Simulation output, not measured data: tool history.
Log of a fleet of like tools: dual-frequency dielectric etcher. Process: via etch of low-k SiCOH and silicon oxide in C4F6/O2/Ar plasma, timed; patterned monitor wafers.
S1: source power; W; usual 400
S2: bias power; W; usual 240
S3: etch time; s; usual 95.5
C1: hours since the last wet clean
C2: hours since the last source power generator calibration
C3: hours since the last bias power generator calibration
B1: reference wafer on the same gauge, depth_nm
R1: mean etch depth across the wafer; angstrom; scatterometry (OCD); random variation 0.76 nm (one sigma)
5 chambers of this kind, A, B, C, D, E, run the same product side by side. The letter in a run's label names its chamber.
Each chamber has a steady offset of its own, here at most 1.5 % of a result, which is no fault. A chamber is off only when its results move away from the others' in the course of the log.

run,hour,S1,S2,S3,C1,C2,C3,B1,R1
1C,9.5,400,240,95.5,318.3,1218.5,209.3,257.02,2908
2E,17.2,400,240,95.5,44.5,1460.6,961.3,256.84,2957.9
3D,30.5,400,240,95.5,316.7,988.9,69.3,257.08,2931.5
4A,42.3,400,240,95.5,202.3,3419.2,1849.3,257.07,2980.6
5B,50.6,400,240,95.5,283.4,1738,61.4,257.12,2928.5
6A,64,400,240,75,224,3440.9,1871,256.96,2335.2
7C,76.6,400,240,75,385.4,1285.6,276.4,257.06,2283.1
8D,90.7,400,240,75,376.9,1049.1,129.5,257.08,2296.8
9B,98.1,400,240,75,330.9,1785.5,108.9,256.93,2293.3
10E,111.6,400,240,75,138.9,1555,1055.7,256.95,2314.3
11C,124.2,400,240,95.5,433,1333.2,324,257.18,2904
12E,133.2,400,240,95.5,160.5,1576.6,1077.3,257.07,2941.6
13B,142.3,400,240,95.5,375.1,1829.7,153.1,256.85,2925.6
14A,150.9,330,240,95.5,310.9,3527.8,1957.9,256.91,2767.4
15D,161.5,330,240,95.5,447.7,1119.9,200.3,257.22,2730.8
# hour 164.6: chamber C: wet clean of the chamber
16C,169.4,330,240,95.5,4.9,1378.4,369.2,256.94,2699.9
17B,182.4,330,240,95.5,415.2,1869.8,193.2,256.92,2720.1
18E,196.6,330,240,95.5,223.9,1640,1140.7,257.01,2731.4
# hour 200.6: chamber A: wet clean of the chamber
19D,210.7,400,240,95.5,496.9,1169.1,249.5,257.02,2924
20A,221.7,400,240,95.5,21.2,3598.6,2028.7,257.11,2981.1
# hour 225.4: chamber D: wet clean of the chamber
# hour 225.5: chamber A: bias power generator calibrated
21A,228.3,400,240,95.5,27.8,3605.2,2.9,257.15,2976.5
22C,242.6,400,240,95.5,78.1,1451.6,442.4,256.73,2910.2
23D,251.5,400,240,95.5,26.1,1209.9,290.3,257.01,3037.6
24B,264.9,400,240,95.5,497.7,1952.3,275.7,257.17,2912.1
25E,271.3,400,240,95.5,298.6,1714.7,1215.4,257.18,2953.7
26A,282.1,400,207,120.5,81.6,3659,56.7,257.08,3568.8
27E,288.4,400,207,120.5,315.7,1731.8,1232.5,256.92,3534.9
28D,301.6,400,207,120.5,76.2,1260,340.4,256.85,3639
29C,313,400,207,120.5,148.5,1522,512.8,257.05,3496.7
30B,322.8,400,207,120.5,555.6,2010.2,333.6,256.99,3506.3
# hour 329.1: chamber E: wet clean of the chamber
31E,336.6,400,240,95.5,7.5,1780,1280.7,256.82,2930.7
32A,349.4,400,240,95.5,148.9,3726.3,124,257.06,2980.2

What goes on in this fleet: one chamber off, a drifting gauge, or nothing beyond the chambers' own small offsets? Name the chamber and the cause, if any.

A service left chamber D off against the others.
Cause: etch rate over this chamber's usual, % = 3.69.

Here are 4 candidates for chamber D's next run, each the usual settings with a change, their results left as question marks. Which one brings its results back in line with what the others give on the usual settings?
In line means no further than this from the other chambers' mean on the usual settings: R1 27 angstrom
33D-1,359.7,400,239,94.5,,,,,?
33D-2,359.7,400,240,98.5,,,,,?
33D-3,359.7,400,238,92.5,,,,,?
33D-4,359.7,400,240,96.5,,,,,?

The other chambers' mean on the usual settings: R1 2938.1 angstrom
run,R1
33D-1,2997.7
33D-2,3129
33D-3,2930.1
33D-4,3065.5
33D-3 brings the chamber back in line.
